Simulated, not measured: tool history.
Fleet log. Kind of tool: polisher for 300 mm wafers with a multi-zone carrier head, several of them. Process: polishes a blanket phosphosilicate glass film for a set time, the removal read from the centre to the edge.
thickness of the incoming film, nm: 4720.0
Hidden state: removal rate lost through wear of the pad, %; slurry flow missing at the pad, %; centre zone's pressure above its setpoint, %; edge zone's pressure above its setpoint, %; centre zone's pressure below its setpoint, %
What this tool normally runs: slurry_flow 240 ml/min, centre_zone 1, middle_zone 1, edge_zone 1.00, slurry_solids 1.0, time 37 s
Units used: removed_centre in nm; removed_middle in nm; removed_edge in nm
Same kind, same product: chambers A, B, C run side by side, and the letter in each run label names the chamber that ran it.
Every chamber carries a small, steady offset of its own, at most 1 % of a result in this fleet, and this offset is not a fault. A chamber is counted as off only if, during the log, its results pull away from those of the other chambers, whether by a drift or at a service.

run,day,slurry_flow,centre_zone,middle_zone,edge_zone,slurry_solids,time,wafers polished on this pad,hours since the slurry nozzle was cleaned,hours since the centre zone pressure was calibrated,hours since the edge zone pressure was calibrated,removed_centre,removed_middle,removed_edge
1B,0.392,240,1,1,1.00,1.0,37,181,368.9,63.6,139.1,240.21,239.27,244.43
2C,0.779,240,1,1,1.00,1.0,37,979,430.5,429.5,88.3,241.53,239.15,239.23
3A,1.258,240,1,1,1.00,1.0,37,377,102.5,726.3,106.1,239.90,241.25,235.86
4C,1.746,240,1,1,1.00,1.0,37,1266,453.7,452.7,111.5,246.36,240.06,239.80
# day 1.888: chamber A: worn pad replaced by a new one
5A,2.025,240,1,1,1.00,1.0,37,41,120.9,744.7,124.5,236.55,245.06,236.89
# day 2.158: chamber C: worn pad replaced by a new one
6B,2.458,240,1,1,1.00,1.0,37,795,418.5,113.2,188.7,242.52,240.50,247.36
7C,2.892,240,1,1,1.00,1.0,37,218,481.2,480.2,139.0,242.08,240.32,239.92
# day 2.925: chamber B: worn pad replaced by a new one
8A,3.288,315,1,1,1.00,1.0,30,416,151.2,775.0,154.8,202.14,202.30,196.82
9B,3.529,315,1,1,1.00,1.0,30,180,444.2,138.9,214.4,202.29,201.49,200.82
10B,3.779,315,1,1,1.00,1.0,30,254,450.2,144.9,220.4,204.90,201.26,200.10
# day 4.000: chamber A: worn pad replaced by a new one
11C,4.033,185,1,1,0.91,1.0,37,557,508.6,507.6,166.4,232.43,231.55,220.32
12A,4.333,185,1,1,0.91,1.0,37,99,176.3,800.1,179.9,232.13,231.04,224.84
13A,4.575,185,1,1,0.91,1.0,37,171,182.1,805.9,185.7,232.98,233.63,220.28
14B,5.042,240,1,1,1.00,1.0,37,629,480.5,175.2,250.7,242.49,237.92,240.77
15C,5.371,240,1,1,1.00,1.1,27,954,540.7,539.7,198.5,186.54,183.64,182.12
16B,5.850,240,1,1,1.00,1.1,27,869,499.9,194.6,270.1,183.35,182.56,185.48
# day 6.179: chamber B: worn pad replaced by a new one
# day 6.238: chamber A: worn pad replaced by a new one
17C,6.296,240,1,1,1.00,1.1,27,1229,562.9,561.9,220.7,188.16,180.14,186.31
# day 6.329: chamber C: worn pad replaced by a new one
18A,6.683,240,1,1,1.00,1.0,37,133,232.7,856.5,236.3,241.02,240.41,244.68
19C,7.012,240,1,1,1.00,1.0,37,203,580.1,579.1,237.9,242.16,241.00,240.98
20B,7.371,240,1,1,1.00,1.0,37,354,536.4,231.1,306.6,245.46,241.13,244.97
21A,7.846,240,1,1,1.00,1.0,37,478,260.6,884.4,264.2,241.07,245.11,238.28
22A,8.179,240,1,1,1.00,1.0,37,577,268.6,892.4,272.2,236.91,243.01,242.08
# day 8.250: chamber A: worn pad replaced by a new one
23C,8.625,240,1,1,1.00,1.0,31,682,618.8,617.8,276.6,201.28,200.00,205.40
# day 8.971: chamber A: slurry nozzle cleaned
24B,9.021,240,1,1,1.00,1.0,31,844,576.0,270.7,346.2,203.00,203.21,202.07
# day 9.229: chamber C: centre zone pressure recalibrated
# day 9.312: chamber B: worn pad replaced by a new one
25A,9.425,240,1,1,1.00,1.0,31,349,11.0,922.3,302.1,204.58,205.78,201.59
26B,9.817,240,1,1,1.00,1.0,37,149,595.1,289.8,365.3,238.32,239.83,238.75
27C,10.117,240,1,1,1.00,1.0,37,1125,654.6,21.3,312.4,243.99,238.68,241.52

Does one chamber stand apart from the rest, does the shared gauge drift, or is all well apart from small per-chamber offsets? Give the chamber and the most likely cause, where there is one.

The fleet is healthy, with each chamber sitting at its usual small offset and no drift in the gauge.
